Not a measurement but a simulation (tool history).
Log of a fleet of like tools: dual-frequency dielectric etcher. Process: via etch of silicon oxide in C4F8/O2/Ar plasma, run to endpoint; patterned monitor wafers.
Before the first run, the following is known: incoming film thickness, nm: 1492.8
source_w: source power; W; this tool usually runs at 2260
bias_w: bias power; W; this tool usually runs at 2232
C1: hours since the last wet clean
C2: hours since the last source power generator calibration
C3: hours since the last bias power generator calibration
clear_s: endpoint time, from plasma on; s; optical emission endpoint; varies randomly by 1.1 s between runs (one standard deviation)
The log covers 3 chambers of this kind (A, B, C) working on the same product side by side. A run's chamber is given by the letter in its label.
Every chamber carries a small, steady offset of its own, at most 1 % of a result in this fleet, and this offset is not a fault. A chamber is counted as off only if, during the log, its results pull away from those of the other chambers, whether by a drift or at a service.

run 1C day=0.15 | source_w=2260 bias_w=2232 | C1=121.7 C2=134.3 C3=1840.3 | clear_s=272.93
run 2B day=0.329 | source_w=2260 bias_w=2232 | C1=308 C2=431.9 C3=279 | clear_s=272.18
run 3A day=0.596 | source_w=2260 bias_w=2232 | C1=451.6 C2=1179.1 C3=409.4 | clear_s=271.65
run 4A day=0.812 | source_w=2260 bias_w=2232 | C1=456.8 C2=1184.3 C3=414.6 | clear_s=271.24
run 5B day=0.967 | source_w=2260 bias_w=2232 | C1=323.3 C2=447.2 C3=294.3 | clear_s=270.78
run 6C day=1.25 | source_w=2260 bias_w=2232 | C1=148.1 C2=160.7 C3=1866.7 | clear_s=274.89
run 7C day=1.512 | source_w=2260 bias_w=2232 | C1=154.4 C2=167 C3=1873 | clear_s=276.18
run 8B day=1.771 | source_w=2260 bias_w=2232 | C1=342.6 C2=466.5 C3=313.6 | clear_s=271.57
run 9A day=2.042 | source_w=2260 bias_w=2232 | C1=486.3 C2=1213.8 C3=444.1 | clear_s=272.48
run 10A day=2.196 | source_w=2260 bias_w=2232 | C1=490 C2=1217.5 C3=447.8 | clear_s=270.08
run 11C day=2.35 | source_w=2260 bias_w=2232 | C1=174.5 C2=187.1 C3=1893.1 | clear_s=272.59
run 12B day=2.517 | source_w=2260 bias_w=2232 | C1=360.5 C2=484.4 C3=331.5 | clear_s=272.79
run 13A day=2.662 | source_w=2260 bias_w=2232 | C1=501.2 C2=1228.7 C3=459 | clear_s=271.94
run 14B day=2.871 | source_w=2260 bias_w=2232 | C1=369 C2=492.9 C3=340 | clear_s=270.46
run 15C day=3.088 | source_w=2440 bias_w=1853 | C1=192.2 C2=204.8 C3=1910.8 | clear_s=281.08
run 16A day=3.233 | source_w=2440 bias_w=1853 | C1=514.9 C2=1242.4 C3=472.7 | clear_s=279.52
run 17C day=3.375 | source_w=2440 bias_w=1853 | C1=199.1 C2=211.7 C3=1917.7 | clear_s=280.34
run 18B day=3.546 | source_w=2260 bias_w=2232 | C1=385.2 C2=509.1 C3=356.2 | clear_s=272.55
run 19A day=3.696 | source_w=2260 bias_w=2232 | C1=526 C2=1253.5 C3=483.8 | clear_s=272.2
run 20B day=3.979 | source_w=2260 bias_w=2232 | C1=395.6 C2=519.5 C3=366.6 | clear_s=271.42
run 21C day=4.238 | source_w=2260 bias_w=2232 | C1=219.8 C2=232.4 C3=1938.4 | clear_s=275.23
-- day=4.333 chamber A: wet clean of the chamber
run 22C day=4.4 | source_w=2260 bias_w=2232 | C1=223.7 C2=236.3 C3=1942.3 | clear_s=276.51
run 23B day=4.679 | source_w=2260 bias_w=2232 | C1=412.4 C2=536.3 C3=383.4 | clear_s=274.14
run 24A day=4.829 | source_w=2260 bias_w=2232 | C1=11.9 C2=1280.7 C3=511 | clear_s=264.73
run 25A day=5.092 | source_w=2260 bias_w=2232 | C1=18.2 C2=1287 C3=517.3 | clear_s=266.35
run 26C day=5.321 | source_w=2260 bias_w=2232 | C1=245.8 C2=258.4 C3=1964.4 | clear_s=275.88
run 27B day=5.612 | source_w=2260 bias_w=2232 | C1=434.8 C2=558.7 C3=405.8 | clear_s=273.12
run 28A day=5.858 | source_w=2260 bias_w=2232 | C1=36.6 C2=1305.4 C3=535.7 | clear_s=263.59
run 29C day=6.092 | source_w=2260 bias_w=2232 | C1=264.3 C2=276.9 C3=1982.9 | clear_s=273.49
run 30B day=6.325 | source_w=2260 bias_w=2232 | C1=451.9 C2=575.8 C3=422.9 | clear_s=273.98
run 31B day=6.567 | source_w=2260 bias_w=2232 | C1=457.7 C2=581.6 C3=428.7 | clear_s=271.42
run 32C day=6.712 | source_w=2260 bias_w=2232 | C1=279.2 C2=291.8 C3=1997.8 | clear_s=276.04
run 33A day=6.842 | source_w=2260 bias_w=2232 | C1=60.2 C2=1329 C3=559.3 | clear_s=265.71
run 34C day=7.029 | source_w=2260 bias_w=2232 | C1=286.8 C2=299.4 C3=2005.4 | clear_s=274.76
run 35A day=7.25 | source_w=2260 bias_w=2232 | C1=70 C2=1338.8 C3=569.1 | clear_s=265.04
run 36B day=7.458 | source_w=2260 bias_w=2232 | C1=479.1 C2=603 C3=450.1 | clear_s=273.67

Each of the 3 chambers runs these same settings next. Fill in every chamber's results:
run 37A day=7.667 | source_w=2260 bias_w=2646 | clear_s=?
run 37B day=7.667 | source_w=2260 bias_w=2646 | clear_s=?
run 37C day=7.667 | source_w=2260 bias_w=2646 | clear_s=?

run=37A clear_s=249.05
run=37B clear_s=257.72
run=37C clear_s=260.43

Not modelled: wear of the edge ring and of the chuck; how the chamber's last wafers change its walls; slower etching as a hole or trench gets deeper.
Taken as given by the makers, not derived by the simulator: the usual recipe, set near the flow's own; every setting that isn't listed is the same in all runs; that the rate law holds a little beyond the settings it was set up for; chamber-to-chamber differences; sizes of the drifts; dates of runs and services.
